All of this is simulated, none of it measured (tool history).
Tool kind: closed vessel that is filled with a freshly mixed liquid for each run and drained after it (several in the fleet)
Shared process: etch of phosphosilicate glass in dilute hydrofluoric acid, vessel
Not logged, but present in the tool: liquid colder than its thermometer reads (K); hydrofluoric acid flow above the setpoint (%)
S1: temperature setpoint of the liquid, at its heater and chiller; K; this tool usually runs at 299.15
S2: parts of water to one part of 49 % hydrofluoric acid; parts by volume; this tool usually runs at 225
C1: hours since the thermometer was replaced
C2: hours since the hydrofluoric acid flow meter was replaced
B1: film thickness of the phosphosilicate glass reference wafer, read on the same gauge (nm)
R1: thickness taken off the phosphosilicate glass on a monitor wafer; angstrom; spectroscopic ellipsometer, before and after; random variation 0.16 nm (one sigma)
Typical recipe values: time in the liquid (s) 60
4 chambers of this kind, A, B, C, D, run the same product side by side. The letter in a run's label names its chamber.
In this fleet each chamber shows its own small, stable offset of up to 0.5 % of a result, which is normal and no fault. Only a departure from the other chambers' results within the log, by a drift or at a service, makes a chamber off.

run 1D day=0.458 | S1=299.15 S2=225 time_in_the_liquid_(s)=60 | C1=1163.4 C2=957 | B1=139.99 | R1=256.8
run 2C day=0.754 | S1=299.15 S2=225 time_in_the_liquid_(s)=60 | C1=407.6 C2=718.8 | B1=140.01 | R1=256.32
run 3B day=1.212 | S1=299.15 S2=225 time_in_the_liquid_(s)=60 | C1=1086.9 C2=566.2 | B1=140 | R1=256.1
run 4A day=1.742 | S1=299.15 S2=225 time_in_the_liquid_(s)=60 | C1=199.8 C2=416.5 | B1=139.99 | R1=256.04
run 5D day=2.162 | S1=299.15 S2=225 time_in_the_liquid_(s)=60 | C1=1204.3 C2=997.9 | B1=139.97 | R1=258.3
run 6C day=2.504 | S1=299.15 S2=330 time_in_the_liquid_(s)=60 | C1=449.6 C2=760.8 | B1=140.01 | R1=156.42
-- day=2.588 chamber C: hydrofluoric acid flow meter replaced
run 7A day=2.888 | S1=299.15 S2=330 time_in_the_liquid_(s)=60 | C1=227.3 C2=444 | B1=139.95 | R1=157.76
run 8B day=3.142 | S1=299.15 S2=330 time_in_the_liquid_(s)=60 | C1=1133.2 C2=612.5 | B1=140 | R1=155.53
run 9D day=3.55 | S1=299.15 S2=330 time_in_the_liquid_(s)=60 | C1=1237.6 C2=1031.2 | B1=139.95 | R1=158.82
run 10B day=3.838 | S1=299.15 S2=225 time_in_the_liquid_(s)=60 | C1=1149.9 C2=629.2 | B1=139.97 | R1=255.18
run 11A day=4.1 | S1=299.15 S2=225 time_in_the_liquid_(s)=60 | C1=256.4 C2=473.1 | B1=140.05 | R1=258.39
run 12C day=4.421 | S1=299.15 S2=225 time_in_the_liquid_(s)=60 | C1=495.6 C2=44 | B1=140.01 | R1=258.85
run 13B day=4.742 | S1=299.15 S2=225 time_in_the_liquid_(s)=60 | C1=1171.6 C2=650.9 | B1=139.98 | R1=255.5
run 14C day=5.2 | S1=299.15 S2=225 time_in_the_liquid_(s)=60 | C1=514.3 C2=62.7 | B1=139.99 | R1=257.07
run 15D day=5.725 | S1=299.15 S2=225 time_in_the_liquid_(s)=60 | C1=1289.8 C2=1083.4 | B1=140.02 | R1=259.27
run 16A day=6.254 | S1=299.15 S2=225 time_in_the_liquid_(s)=60 | C1=308.1 C2=524.8 | B1=140.03 | R1=257.07
run 17C day=6.767 | S1=299.15 S2=225 time_in_the_liquid_(s)=60 | C1=551.9 C2=100.3 | B1=140 | R1=256.17
run 18A day=7.221 | S1=299.15 S2=225 time_in_the_liquid_(s)=60 | C1=331.3 C2=548 | B1=140.03 | R1=256.04
run 19D day=7.788 | S1=299.15 S2=225 time_in_the_liquid_(s)=60 | C1=1339.3 C2=1132.9 | B1=140.01 | R1=263.13
run 20B day=8.038 | S1=297.15 S2=225 time_in_the_liquid_(s)=60 | C1=1250.7 C2=730 | B1=140.04 | R1=237.93
run 21A day=8.346 | S1=297.15 S2=225 time_in_the_liquid_(s)=60 | C1=358.3 C2=575 | B1=139.97 | R1=240.41
run 22C day=8.621 | S1=297.15 S2=225 time_in_the_liquid_(s)=60 | C1=596.4 C2=144.8 | B1=139.95 | R1=236.75
run 23B day=8.888 | S1=297.15 S2=225 time_in_the_liquid_(s)=60 | C1=1271.1 C2=750.4 | B1=139.96 | R1=238.59
run 24D day=9.292 | S1=296.65 S2=225 time_in_the_liquid_(s)=30 | C1=1375.4 C2=1169 | B1=139.98 | R1=119.42
run 25A day=9.662 | S1=296.65 S2=225 time_in_the_liquid_(s)=30 | C1=389.9 C2=606.6 | B1=139.96 | R1=117.53
run 26B day=10.075 | S1=296.65 S2=225 time_in_the_liquid_(s)=30 | C1=1299.6 C2=778.9 | B1=140 | R1=115.85
run 27C day=10.375 | S1=296.65 S2=225 time_in_the_liquid_(s)=30 | C1=638.5 C2=186.9 | B1=140.04 | R1=116.19
run 28D day=10.875 | S1=299.15 S2=225 time_in_the_liquid_(s)=60 | C1=1413.4 C2=1207 | B1=140.02 | R1=262.83
run 29D day=11.304 | S1=299.15 S2=290 time_in_the_liquid_(s)=60 | C1=1423.7 C2=1217.3 | B1=140.02 | R1=192.33
run 30B day=11.862 | S1=299.15 S2=290 time_in_the_liquid_(s)=60 | C1=1342.5 C2=821.8 | B1=139.97 | R1=183.38
run 31A day=12.242 | S1=299.15 S2=290 time_in_the_liquid_(s)=60 | C1=451.8 C2=668.5 | B1=139.99 | R1=188.44
-- day=12.617 chamber A: hydrofluoric acid flow meter replaced
run 32C day=12.804 | S1=299.15 S2=290 time_in_the_liquid_(s)=60 | C1=696.8 C2=245.2 | B1=140.03 | R1=185.84
run 33C day=13.092 | S1=299.15 S2=225 time_in_the_liquid_(s)=60 | C1=703.7 C2=252.1 | B1=139.99 | R1=257.19
run 34A day=13.45 | S1=299.15 S2=225 time_in_the_liquid_(s)=60 | C1=480.8 C2=20.1 | B1=140.01 | R1=257.23
run 35B day=13.833 | S1=299.15 S2=225 time_in_the_liquid_(s)=60 | C1=1389.8 C2=869.1 | B1=140 | R1=258.01

For the next run the whole fleet of 4 chambers uses the same settings. Give each chamber's results:
run 36A day=14.242 | S1=299.15 S2=225 time_in_the_liquid_(s)=75 | R1=?
run 36B day=14.242 | S1=299.15 S2=225 time_in_the_liquid_(s)=75 | R1=?
run 36C day=14.242 | S1=299.15 S2=225 time_in_the_liquid_(s)=75 | R1=?
run 36D day=14.242 | S1=299.15 S2=225 time_in_the_liquid_(s)=75 | R1=?

run=36A R1=324.91
run=36B R1=318.9
run=36C R1=320.81
run=36D R1=337.29
